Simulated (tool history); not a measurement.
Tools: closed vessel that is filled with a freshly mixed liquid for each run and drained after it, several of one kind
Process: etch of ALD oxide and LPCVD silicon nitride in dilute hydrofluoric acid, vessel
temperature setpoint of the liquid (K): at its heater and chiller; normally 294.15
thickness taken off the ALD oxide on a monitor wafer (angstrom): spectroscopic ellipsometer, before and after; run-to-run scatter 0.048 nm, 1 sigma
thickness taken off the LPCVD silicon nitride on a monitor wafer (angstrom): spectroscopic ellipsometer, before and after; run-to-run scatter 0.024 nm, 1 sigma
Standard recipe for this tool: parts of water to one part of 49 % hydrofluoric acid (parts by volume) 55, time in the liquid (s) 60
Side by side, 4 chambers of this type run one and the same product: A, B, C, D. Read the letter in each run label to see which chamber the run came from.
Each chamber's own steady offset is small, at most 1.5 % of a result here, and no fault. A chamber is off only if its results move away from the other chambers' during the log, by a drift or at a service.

| run | hour | temperature setpoint of the liquid (K) | parts of water to one part of 49 % hydrofluoric acid (parts by volume) | time in the liquid (s) | hours since the thermometer was replaced | hours since the hydrofluoric acid flow meter was replaced | read-back film thickness of the ALD oxide reference wafer, read on the same gauge (nm) | read-back film thickness of the LPCVD silicon nitride reference wafer, read on the same gauge (nm) | thickness taken off the ALD oxide on a monitor wafer (angstrom) | thickness taken off the LPCVD silicon nitride on a monitor wafer (angstrom) |
|---|---|---|---|---|---|---|---|---|---|---|
| 1A | 5.2 | 294.15 | 55 | 60 | 537.6 | 747.8 | 110.03 | 140.00 | 105.36 | 4.4729 |
| 2B | 9.1 | 294.15 | 55 | 60 | 2037.7 | 113.9 | 110.03 | 139.97 | 107.13 | 4.2367 |
|  | 10.7 | chamber A: hydrofluoric acid flow meter replaced |
| 3D | 13.3 | 294.15 | 55 | 60 | 1354.9 | 1914.4 | 109.97 | 140.02 | 106.49 | 4.1490 |
| 4C | 17.8 | 294.15 | 55 | 60 | 71.6 | 668.5 | 110.03 | 140.01 | 106.11 | 4.2852 |
| 5B | 24.1 | 294.15 | 55 | 60 | 2052.7 | 128.9 | 109.96 | 140.00 | 106.53 | 4.0577 |
| 6C | 27.7 | 294.15 | 55 | 60 | 81.5 | 678.4 | 109.99 | 139.98 | 106.68 | 4.4299 |
| 7A | 34.5 | 294.15 | 55 | 60 | 566.9 | 23.8 | 110.01 | 139.99 | 105.28 | 4.4832 |
| 8D | 41.4 | 294.15 | 55 | 60 | 1383.0 | 1942.5 | 109.95 | 140.02 | 107.18 | 4.6739 |
| 9D | 45.2 | 294.15 | 55 | 60 | 1386.8 | 1946.3 | 109.98 | 140.01 | 106.26 | 4.1664 |
| 10B | 51.6 | 294.15 | 55 | 60 | 2080.2 | 156.4 | 110.00 | 139.99 | 106.89 | 4.4102 |
| 11C | 55.9 | 294.15 | 55 | 60 | 109.7 | 706.6 | 110.00 | 139.97 | 106.76 | 4.2912 |
| 12A | 63.1 | 294.15 | 55 | 60 | 595.5 | 52.4 | 110.02 | 139.99 | 105.47 | 4.7529 |
| 13A | 67.9 | 294.15 | 55 | 60 | 600.3 | 57.2 | 109.97 | 140.01 | 105.91 | 4.5607 |
| 14C | 72.8 | 294.15 | 55 | 60 | 126.6 | 723.5 | 110.01 | 139.97 | 105.93 | 3.8917 |
| 15B | 78.7 | 294.15 | 55 | 60 | 2107.3 | 183.5 | 110.00 | 139.99 | 107.50 | 4.2994 |
| 16D | 82.3 | 294.15 | 55 | 60 | 1423.9 | 1983.4 | 110.04 | 140.01 | 107.09 | 4.7314 |
| 17C | 88.3 | 294.15 | 35 | 60 | 142.1 | 739.0 | 109.99 | 140.03 | 170.72 | 6.6492 |
| 18D | 93.3 | 294.15 | 35 | 60 | 1434.9 | 1994.4 | 110.00 | 139.97 | 170.84 | 6.7931 |
| 19A | 100.7 | 294.15 | 35 | 60 | 633.1 | 90.0 | 110.02 | 140.00 | 171.80 | 7.1825 |
| 20B | 104.4 | 294.15 | 35 | 60 | 2133.0 | 209.2 | 109.95 | 140.01 | 173.00 | 6.6309 |
| 21D | 110.4 | 294.15 | 55 | 60 | 1452.0 | 2011.5 | 110.00 | 140.03 | 107.53 | 4.1028 |
| 22B | 114.3 | 298.15 | 55 | 60 | 2142.9 | 219.1 | 110.00 | 139.99 | 126.28 | 5.9497 |
|  | 115.5 | chamber A: thermometer replaced |
| 23A | 118.6 | 298.15 | 55 | 60 | 3.1 | 107.9 | 109.97 | 139.99 | 123.95 | 6.1615 |
| 24C | 123.9 | 298.15 | 55 | 60 | 177.7 | 774.6 | 109.99 | 140.02 | 125.35 | 5.5276 |
| 25B | 131.1 | 298.15 | 55 | 60 | 2159.7 | 235.9 | 109.93 | 140.04 | 127.13 | 5.7640 |
| 26A | 137.9 | 294.15 | 55 | 60 | 22.4 | 127.2 | 110.05 | 139.99 | 105.40 | 4.3745 |
| 27D | 141.9 | 294.15 | 55 | 60 | 1483.5 | 2043.0 | 110.04 | 140.02 | 106.62 | 4.2119 |
| 28C | 147.9 | 294.15 | 55 | 60 | 201.7 | 798.6 | 110.00 | 140.02 | 105.68 | 4.1548 |

The same settings go to every chamber for the next run, one line per chamber below. Forecast the results for each:
| 29A | 153.3 | 294.15 | 55 | 60 |  |  |  |  | ? | ? |
| 29B | 153.3 | 294.15 | 55 | 60 |  |  |  |  | ? | ? |
| 29C | 153.3 | 294.15 | 55 | 60 |  |  |  |  | ? | ? |
| 29D | 153.3 | 294.15 | 55 | 60 |  |  |  |  | ? | ? |

| run | thickness taken off the ALD oxide on a monitor wafer (angstrom) | thickness taken off the LPCVD silicon nitride on a monitor wafer (angstrom) |
|---|---|---|
| 29A | 105.59 | 4.0552 |
| 29B | 106.40 | 4.3168 |
| 29C | 106.57 | 4.3836 |
| 29D | 106.13 | 4.7056 |
